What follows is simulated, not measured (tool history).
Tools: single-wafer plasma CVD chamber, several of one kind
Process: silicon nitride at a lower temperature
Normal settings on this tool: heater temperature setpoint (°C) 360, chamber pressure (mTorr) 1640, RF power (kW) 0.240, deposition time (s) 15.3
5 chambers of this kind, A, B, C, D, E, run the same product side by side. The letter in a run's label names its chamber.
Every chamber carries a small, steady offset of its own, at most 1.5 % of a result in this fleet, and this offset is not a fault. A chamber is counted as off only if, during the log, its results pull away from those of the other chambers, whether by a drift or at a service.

run   hour  heater temperature setpoint (°C)  chamber pressure (mTorr)  RF power (kW)  deposition time (s)  hours since the last thermocouple change  hours since the last RF generator calibration  hours since the last manometer calibration  read-back reference wafer on the same gauge, thickness_nm  mean film thickness on the monitor wafer (Å)
       8.0  -- chamber C: capacitance manometer re-zeroed and calibrated
 1C   10.1                               360                      1640          0.240                 15.3                                     923.4                                         1795.2                                         2.1                                                     18.304                                        152.38
 2B   17.5                               360                      1640          0.240                 15.3                                     113.5                                          374.2                                       158.4                                                     18.286                                        155.64
 3E   28.5                               360                      1640          0.240                 15.3                                     209.6                                         1445.4                                       301.0                                                     18.288                                        153.69
 4A   37.6                               360                      1640          0.240                 15.3                                    1884.1                                          272.1                                       194.9                                                     18.294                                        154.66
 5D   46.4                               360                      1640          0.240                 15.3                                     248.9                                          465.0                                      1188.8                                                     18.286                                        155.61
 6E   52.8                               360                      1640          0.240                 15.3                                     233.9                                         1469.7                                       325.3                                                     18.275                                        153.65
 7D   58.3                               360                      1640          0.240                 15.3                                     260.8                                          476.9                                      1200.7                                                     18.307                                        157.12
 8C   70.4                               351                      1640          0.240                 17.7                                     983.7                                         1855.5                                        62.4                                                     18.324                                        175.89
 9A   79.0                               351                      1640          0.240                 17.7                                    1925.5                                          313.5                                       236.3                                                     18.296                                        178.77
10B   89.0                               351                      1640          0.240                 17.7                                     185.0                                          445.7                                       229.9                                                     18.292                                        181.98
11B  100.1                               351                      1640          0.240                 17.7                                     196.1                                          456.8                                       241.0                                                     18.293                                        179.69
12E  106.5                               351                      1640          0.240                 17.7                                     287.6                                         1523.4                                       379.0                                                     18.290                                        176.76
13D  117.4                               360                      1640          0.240                 15.3                                     319.9                                          536.0                                      1259.8                                                     18.295                                        157.98
     122.4  -- chamber C: RF generator calibrated
14A  124.3                               360                      1640          0.240                 15.3                                    1970.8                                          358.8                                       281.6                                                     18.284                                        153.57
15C  135.9                               360                      1640          0.240                 15.3                                    1049.2                                           13.6                                       127.9                                                     18.303                                        153.44
16A  144.7                               360                      1640          0.240                 15.3                                    1991.2                                          379.2                                       302.0                                                     18.300                                        154.20
17C  152.1                               360                      1640          0.240                 15.3                                    1065.4                                           29.8                                       144.1                                                     18.282                                        152.85
18E  163.0                               360                      1640          0.240                 15.3                                     344.1                                         1579.9                                       435.5                                                     18.309                                        151.63
19D  173.2                               367                      1270          0.240                 15.3                                     375.7                                          591.8                                      1315.6                                                     18.305                                        144.85
20B  183.6                               367                      1270          0.240                 15.3                                     279.6                                          540.3                                       324.5                                                     18.301                                        145.16
21C  191.9                               367                      1270          0.240                 15.3                                    1105.2                                           69.6                                       183.9                                                     18.320                                        141.90
22E  202.8                               367                      1270          0.240                 15.3                                     383.9                                         1619.7                                       475.3                                                     18.287                                        138.60
23B  214.5                               367                      1270          0.240                 15.3                                     310.5                                          571.2                                       355.4                                                     18.304                                        144.40
24A  227.1                               360                      1640          0.240                 15.3                                    2073.6                                          461.6                                       384.4                                                     18.296                                        154.45
25D  234.1                               360                      1640          0.240                 16.8                                     436.6                                          652.7                                      1376.5                                                     18.299                                        170.67
26C  244.4                               360                      1640          0.240                 16.8                                    1157.7                                          122.1                                       236.4                                                     18.304                                        166.99
27E  256.4                               360                      1640          0.240                 16.8                                     437.5                                         1673.3                                       528.9                                                     18.308                                        163.59
28D  265.0                               360                      1640          0.240                 16.8                                     467.5                                          683.6                                      1407.4                                                     18.283                                        172.12
29A  277.5                               360                      1640          0.240                 16.8                                    2124.0                                          512.0                                       434.8                                                     18.293                                        170.07
30B  289.2                               360                      1640          0.240                 15.3                                     385.2                                          645.9                                       430.1                                                     18.292                                        154.97
31D  299.6                               360                      1640          0.240                 15.3                                     502.1                                          718.2                                      1442.0                                                     18.299                                        156.47
32E  306.4                               354                      1640          0.240                 17.6                                     487.5                                         1723.3                                       578.9                                                     18.286                                        170.47
33C  313.7                               354                      1640          0.240                 17.6                                    1227.0                                          191.4                                       305.7                                                     18.294                                        176.77
34A  323.1                               354                      1640          0.240                 17.6                                    2169.6                                          557.6                                       480.4                                                     18.312                                        177.04
35B  329.3                               354                      1640          0.240                 17.6                                     425.3                                          686.0                                       470.2                                                     18.308                                        179.02
36D  339.8                               354                      1640          0.240                 17.6                                     542.3                                          758.4                                      1482.2                                                     18.299                                        182.05
37E  347.6                               360                      1490          0.255                 15.3                                     528.7                                         1764.5                                       620.1                                                     18.300                                        149.27
38C  359.8                               360                      1490          0.255                 15.3                                    1273.1                                          237.5                                       351.8                                                     18.314                                        153.39
39A  370.2                               360                      1490          0.255                 15.3                                    2216.7                                          604.7                                       527.5                                                     18.286                                        157.82
40B  376.3                               360                      1490          0.255                 15.3                                     472.3                                          733.0                                       517.2                                                     18.303                                        156.53
41E  384.3                               360                      1490          0.255                 15.3                                     565.4                                         1801.2                                       656.8                                                     18.287                                        148.71
42C  393.6                               360                      1640          0.240                 15.3                                    1306.9                                          271.3                                       385.6                                                     18.296                                        152.69
43D  400.5                               360                      1640          0.240                 15.3                                     603.0                                          819.1                                      1542.9                                                     18.293                                        156.34
44B  407.0                               360                      1640          0.240                 15.3                                     503.0                                          763.7                                       547.9                                                     18.297                                        156.14

For the next run the whole fleet of 5 chambers uses the same settings. Give each chamber's results:
45A  416.0                               360                      1640          0.240                 15.3                                                                                                                                                                                                                                             ?
45B  416.0                               360                      1640          0.240                 15.3                                                                                                                                                                                                                                             ?
45C  416.0                               360                      1640          0.240                 15.3                                                                                                                                                                                                                                             ?
45D  416.0                               360                      1640          0.240                 15.3                                                                                                                                                                                                                                             ?
45E  416.0                               360                      1640          0.240                 15.3                                                                                                                                                                                                                                             ?

run  mean film thickness on the monitor wafer (Å)
45A                                        154.07
45B                                        155.86
45C                                        152.62
45D                                        155.49
45E                                        145.19
